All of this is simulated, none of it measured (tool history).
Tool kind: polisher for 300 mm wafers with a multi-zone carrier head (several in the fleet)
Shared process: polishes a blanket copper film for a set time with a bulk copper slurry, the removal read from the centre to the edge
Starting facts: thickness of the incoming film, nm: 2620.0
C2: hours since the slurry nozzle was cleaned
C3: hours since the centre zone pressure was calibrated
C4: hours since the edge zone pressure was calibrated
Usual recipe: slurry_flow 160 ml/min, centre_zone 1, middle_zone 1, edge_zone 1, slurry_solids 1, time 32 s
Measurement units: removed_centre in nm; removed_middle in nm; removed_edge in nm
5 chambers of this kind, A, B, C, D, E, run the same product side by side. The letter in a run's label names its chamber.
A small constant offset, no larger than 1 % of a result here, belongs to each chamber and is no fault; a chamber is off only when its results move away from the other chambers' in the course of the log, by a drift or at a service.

{"run": "1B", "hour": 7.4, "slurry_flow": 160, "centre_zone": 1, "middle_zone": 1, "edge_zone": 1, "slurry_solids": 1, "time": 32, "wafers polished on this pad": 281, "C2": 424.7, "C3": 963.9, "C4": 559.9, "removed_centre": 231.41, "removed_middle": 235.35, "removed_edge": 234.74}
{"run": "2D", "hour": 14.9, "slurry_flow": 160, "centre_zone": 1, "middle_zone": 1, "edge_zone": 1, "slurry_solids": 1, "time": 32, "wafers polished on this pad": 195, "C2": 443.5, "C3": 903.3, "C4": 16.5, "removed_centre": 237.91, "removed_middle": 235.18, "removed_edge": 239.42}
{"run": "3C", "hour": 20.6, "slurry_flow": 160, "centre_zone": 1, "middle_zone": 1, "edge_zone": 1, "slurry_solids": 1, "time": 32, "wafers polished on this pad": 210, "C2": 85.4, "C3": 256, "C4": 359.7, "removed_centre": 237.66, "removed_middle": 238.89, "removed_edge": 239.26}
{"run": "4A", "hour": 24.9, "slurry_flow": 160, "centre_zone": 1, "middle_zone": 1, "edge_zone": 1, "slurry_solids": 1, "time": 32, "wafers polished on this pad": 771, "C2": 130.4, "C3": 607.1, "C4": 272.5, "removed_centre": 240.18, "removed_middle": 244.72, "removed_edge": 238.88}
{"run": "5E", "hour": 28.3, "slurry_flow": 160, "centre_zone": 1, "middle_zone": 1, "edge_zone": 1, "slurry_solids": 1, "time": 32, "wafers polished on this pad": 234, "C2": 46, "C3": 146, "C4": 470.8, "removed_centre": 235.28, "removed_middle": 237.66, "removed_edge": 235.21}
{"run": "6A", "hour": 32.3, "slurry_flow": 160, "centre_zone": 1, "middle_zone": 1, "edge_zone": 1, "slurry_solids": 1, "time": 32, "wafers polished on this pad": 827, "C2": 137.8, "C3": 614.5, "C4": 279.9, "removed_centre": 237.77, "removed_middle": 237.25, "removed_edge": 236.24}
{"run": "7C", "hour": 36.7, "slurry_flow": 160, "centre_zone": 1, "middle_zone": 1, "edge_zone": 1, "slurry_solids": 1, "time": 32, "wafers polished on this pad": 331, "C2": 101.5, "C3": 272.1, "C4": 375.8, "removed_centre": 236.19, "removed_middle": 244.6, "removed_edge": 236.99}
{"hour": 40.3, "done": "chamber B: worn pad replaced by a new one"}
{"run": "8E", "hour": 41.7, "slurry_flow": 160, "centre_zone": 1, "middle_zone": 1, "edge_zone": 1, "slurry_solids": 1, "time": 32, "wafers polished on this pad": 335, "C2": 59.4, "C3": 159.4, "C4": 484.2, "removed_centre": 237.65, "removed_middle": 235.32, "removed_edge": 232.74}
{"run": "9B", "hour": 49.1, "slurry_flow": 160, "centre_zone": 1, "middle_zone": 1, "edge_zone": 1, "slurry_solids": 1, "time": 32, "wafers polished on this pad": 66, "C2": 466.4, "C3": 1005.6, "C4": 601.6, "removed_centre": 236.24, "removed_middle": 240.55, "removed_edge": 236.33}
{"hour": 54.2, "done": "chamber B: slurry nozzle cleaned"}
{"run": "10D", "hour": 54.9, "slurry_flow": 160, "centre_zone": 1.1, "middle_zone": 1, "edge_zone": 1, "slurry_solids": 1, "time": 32, "wafers polished on this pad": 496, "C2": 483.5, "C3": 943.3, "C4": 56.5, "removed_centre": 264.17, "removed_middle": 242.26, "removed_edge": 238.54}
{"run": "11B", "hour": 60.9, "slurry_flow": 160, "centre_zone": 1.1, "middle_zone": 1, "edge_zone": 1, "slurry_solids": 1, "time": 32, "wafers polished on this pad": 155, "C2": 6.8, "C3": 1017.4, "C4": 613.4, "removed_centre": 259.83, "removed_middle": 234.4, "removed_edge": 236.32}
{"hour": 62.2, "done": "chamber A: worn pad replaced by a new one"}
{"run": "12C", "hour": 65.5, "slurry_flow": 160, "centre_zone": 1.1, "middle_zone": 1, "edge_zone": 1, "slurry_solids": 1, "time": 32, "wafers polished on this pad": 548, "C2": 130.3, "C3": 300.9, "C4": 404.6, "removed_centre": 260.99, "removed_middle": 241.48, "removed_edge": 237.72}
{"hour": 66.1, "done": "chamber D: worn pad replaced by a new one"}
{"hour": 69.4, "done": "chamber E: worn pad replaced by a new one"}
{"run": "13A", "hour": 72.6, "slurry_flow": 160, "centre_zone": 1.1, "middle_zone": 1, "edge_zone": 1, "slurry_solids": 1, "time": 32, "wafers polished on this pad": 79, "C2": 178.1, "C3": 654.8, "C4": 320.2, "removed_centre": 266.93, "removed_middle": 239.24, "removed_edge": 233.53}
{"run": "14E", "hour": 76.7, "slurry_flow": 160, "centre_zone": 1.1, "middle_zone": 1, "edge_zone": 1, "slurry_solids": 1, "time": 32, "wafers polished on this pad": 55, "C2": 94.4, "C3": 194.4, "C4": 519.2, "removed_centre": 258.81, "removed_middle": 236.43, "removed_edge": 234.7}
{"hour": 78.9, "done": "chamber C: worn pad replaced by a new one"}
{"run": "15D", "hour": 83.4, "slurry_flow": 160, "centre_zone": 1, "middle_zone": 1, "edge_zone": 1, "slurry_solids": 1, "time": 32, "wafers polished on this pad": 130, "C2": 512, "C3": 971.8, "C4": 85, "removed_centre": 237.26, "removed_middle": 232.14, "removed_edge": 239.51}
{"run": "16E", "hour": 90.4, "slurry_flow": 160, "centre_zone": 1, "middle_zone": 1, "edge_zone": 1, "slurry_solids": 1, "time": 32, "wafers polished on this pad": 158, "C2": 108.1, "C3": 208.1, "C4": 532.9, "removed_centre": 237.53, "removed_middle": 236.01, "removed_edge": 237.24}
{"run": "17A", "hour": 97.6, "slurry_flow": 160, "centre_zone": 1, "middle_zone": 1, "edge_zone": 1, "slurry_solids": 1, "time": 32, "wafers polished on this pad": 267, "C2": 203.1, "C3": 679.8, "C4": 345.2, "removed_centre": 236.3, "removed_middle": 237.14, "removed_edge": 239.08}
{"run": "18B", "hour": 103.0, "slurry_flow": 160, "centre_zone": 1, "middle_zone": 1, "edge_zone": 1, "slurry_solids": 1, "time": 32, "wafers polished on this pad": 472, "C2": 48.9, "C3": 1059.5, "C4": 655.5, "removed_centre": 234.92, "removed_middle": 235.49, "removed_edge": 234.27}
{"hour": 107.7, "done": "chamber B: worn pad replaced by a new one"}
{"run": "19C", "hour": 110.2, "slurry_flow": 160, "centre_zone": 1, "middle_zone": 1, "edge_zone": 1, "slurry_solids": 1, "time": 32, "wafers polished on this pad": 235, "C2": 175, "C3": 345.6, "C4": 449.3, "removed_centre": 233.48, "removed_middle": 244.3, "removed_edge": 240.56}
{"hour": 111.8, "done": "chamber B: centre zone pressure recalibrated"}
{"run": "20D", "hour": 115.2, "slurry_flow": 160, "centre_zone": 1, "middle_zone": 1, "edge_zone": 1, "slurry_solids": 1, "time": 32, "wafers polished on this pad": 369, "C2": 543.8, "C3": 1003.6, "C4": 116.8, "removed_centre": 236.1, "removed_middle": 244.2, "removed_edge": 238.25}
{"run": "21E", "hour": 120.8, "slurry_flow": 160, "centre_zone": 1, "middle_zone": 1, "edge_zone": 1, "slurry_solids": 1, "time": 32, "wafers polished on this pad": 387, "C2": 138.5, "C3": 238.5, "C4": 563.3, "removed_centre": 235.31, "removed_middle": 242.2, "removed_edge": 236.36}
{"run": "22C", "hour": 124.5, "slurry_flow": 160, "centre_zone": 1, "middle_zone": 1, "edge_zone": 1, "slurry_solids": 1, "time": 32, "wafers polished on this pad": 343, "C2": 189.3, "C3": 359.9, "C4": 463.6, "removed_centre": 233.83, "removed_middle": 236.02, "removed_edge": 236.92}
{"run": "23D", "hour": 131.9, "slurry_flow": 160, "centre_zone": 1, "middle_zone": 1, "edge_zone": 1, "slurry_solids": 0.75, "time": 35, "wafers polished on this pad": 495, "C2": 560.5, "C3": 1020.3, "C4": 133.5, "removed_centre": 240.9, "removed_middle": 243.87, "removed_edge": 244.28}
{"run": "24B", "hour": 135.2, "slurry_flow": 160, "centre_zone": 1, "middle_zone": 1, "edge_zone": 1, "slurry_solids": 0.75, "time": 35, "wafers polished on this pad": 207, "C2": 81.1, "C3": 23.4, "C4": 687.7, "removed_centre": 244.1, "removed_middle": 240.58, "removed_edge": 243.38}
{"hour": 139.3, "done": "chamber D: worn pad replaced by a new one"}
{"run": "25A", "hour": 141.7, "slurry_flow": 160, "centre_zone": 1, "middle_zone": 1, "edge_zone": 1, "slurry_solids": 0.75, "time": 35, "wafers polished on this pad": 598, "C2": 247.2, "C3": 723.9, "C4": 389.3, "removed_centre": 240.18, "removed_middle": 247.63, "removed_edge": 249.58}
{"run": "26B", "hour": 145.0, "slurry_flow": 160, "centre_zone": 1, "middle_zone": 1, "edge_zone": 1, "slurry_solids": 0.75, "time": 35, "wafers polished on this pad": 281, "C2": 90.9, "C3": 33.2, "C4": 697.5, "removed_centre": 242.6, "removed_middle": 239.11, "removed_edge": 240.81}
{"run": "27E", "hour": 152.3, "slurry_flow": 160, "centre_zone": 1, "middle_zone": 1, "edge_zone": 1, "slurry_solids": 0.75, "time": 35, "wafers polished on this pad": 624, "C2": 170, "C3": 270, "C4": 594.8, "removed_centre": 244.02, "removed_middle": 242.85, "removed_edge": 245.11}
{"hour": 156.8, "done": "chamber C: worn pad replaced by a new one"}
{"run": "28D", "hour": 157.4, "slurry_flow": 160, "centre_zone": 1, "middle_zone": 1, "edge_zone": 1, "slurry_solids": 1, "time": 32, "wafers polished on this pad": 136, "C2": 586, "C3": 1045.8, "C4": 159, "removed_centre": 238.61, "removed_middle": 233.77, "removed_edge": 238.5}
{"hour": 160.1, "done": "chamber E: worn pad replaced by a new one"}
{"run": "29C", "hour": 164.5, "slurry_flow": 160, "centre_zone": 1, "middle_zone": 1, "edge_zone": 1, "slurry_solids": 1, "time": 32, "wafers polished on this pad": 58, "C2": 229.3, "C3": 399.9, "C4": 503.6, "removed_centre": 240.5, "removed_middle": 241.42, "removed_edge": 239.39}
{"run": "30A", "hour": 171.2, "slurry_flow": 160, "centre_zone": 1, "middle_zone": 1, "edge_zone": 1, "slurry_solids": 1, "time": 32, "wafers polished on this pad": 820, "C2": 276.7, "C3": 753.4, "C4": 418.8, "removed_centre": 229.45, "removed_middle": 237.02, "removed_edge": 236.95}
{"hour": 177.0, "done": "chamber E: centre zone pressure recalibrated"}
{"run": "31E", "hour": 178.8, "slurry_flow": 160, "centre_zone": 1, "middle_zone": 1, "edge_zone": 1, "slurry_solids": 1, "time": 32, "wafers polished on this pad": 140, "C2": 196.5, "C3": 1.8, "C4": 621.3, "removed_centre": 235.65, "removed_middle": 240.98, "removed_edge": 236.82}
{"run": "32C", "hour": 182.6, "slurry_flow": 160, "centre_zone": 1, "middle_zone": 1, "edge_zone": 1, "slurry_solids": 1, "time": 37, "wafers polished on this pad": 194, "C2": 247.4, "C3": 418, "C4": 521.7, "removed_centre": 274, "removed_middle": 275.19, "removed_edge": 272.38}
{"run": "33A", "hour": 190.0, "slurry_flow": 160, "centre_zone": 1, "middle_zone": 1, "edge_zone": 1, "slurry_solids": 1, "time": 37, "wafers polished on this pad": 962, "C2": 295.5, "C3": 772.2, "C4": 437.6, "removed_centre": 260.04, "removed_middle": 270.17, "removed_edge": 274.63}

One chamber off, gauge drift, or nothing amiss beyond the chambers' own small offsets? If it is a chamber, which one, and what is the likeliest cause?

It is chamber A that slowly wanders off from its peers.
What lies behind it: centre zone's pressure below its setpoint, % = 4.27.

Here are 4 candidates for chamber A's next run, each the usual settings with a change, their results left as question marks. Which one brings its results back in line with what the others give on the usual settings?
In line here means within this much of the mean the other chambers give on the usual settings: removed_centre 6.9 nm; removed_middle 11 nm; removed_edge 6.7 nm
{"run": "34A-1", "hour": 195.4, "slurry_flow": 165, "centre_zone": 1.08, "middle_zone": 1, "edge_zone": 0.96, "slurry_solids": 1, "time": 32, "removed_centre": "?", "removed_middle": "?", "removed_edge": "?"}
{"run": "34A-2", "hour": 195.4, "slurry_flow": 155, "centre_zone": 0.92, "middle_zone": 1, "edge_zone": 1.04, "slurry_solids": 1, "time": 32, "removed_centre": "?", "removed_middle": "?", "removed_edge": "?"}
{"run": "34A-3", "hour": 195.4, "slurry_flow": 165, "centre_zone": 1.03, "middle_zone": 1, "edge_zone": 0.98, "slurry_solids": 1, "time": 32, "removed_centre": "?", "removed_middle": "?", "removed_edge": "?"}
{"run": "34A-4", "hour": 195.4, "slurry_flow": 155, "centre_zone": 0.97, "middle_zone": 1, "edge_zone": 1.02, "slurry_solids": 1, "time": 32, "removed_centre": "?", "removed_middle": "?", "removed_edge": "?"}

The mean the other chambers reach with the usual settings: removed_centre 236.65 nm; removed_middle 237.33 nm; removed_edge 236.87 nm
run=34A-1 removed_centre=249.93 removed_middle=239.58 removed_edge=234.24
run=34A-2 removed_centre=206.3 removed_middle=237.07 removed_edge=242.34
run=34A-3 removed_centre=237.13 removed_middle=239.64 removed_edge=236.76
run=34A-4 removed_centre=218.95 removed_middle=237.02 removed_edge=239.84
The answer is 34A-3, which returns the chamber to within the allowed miss of the others.
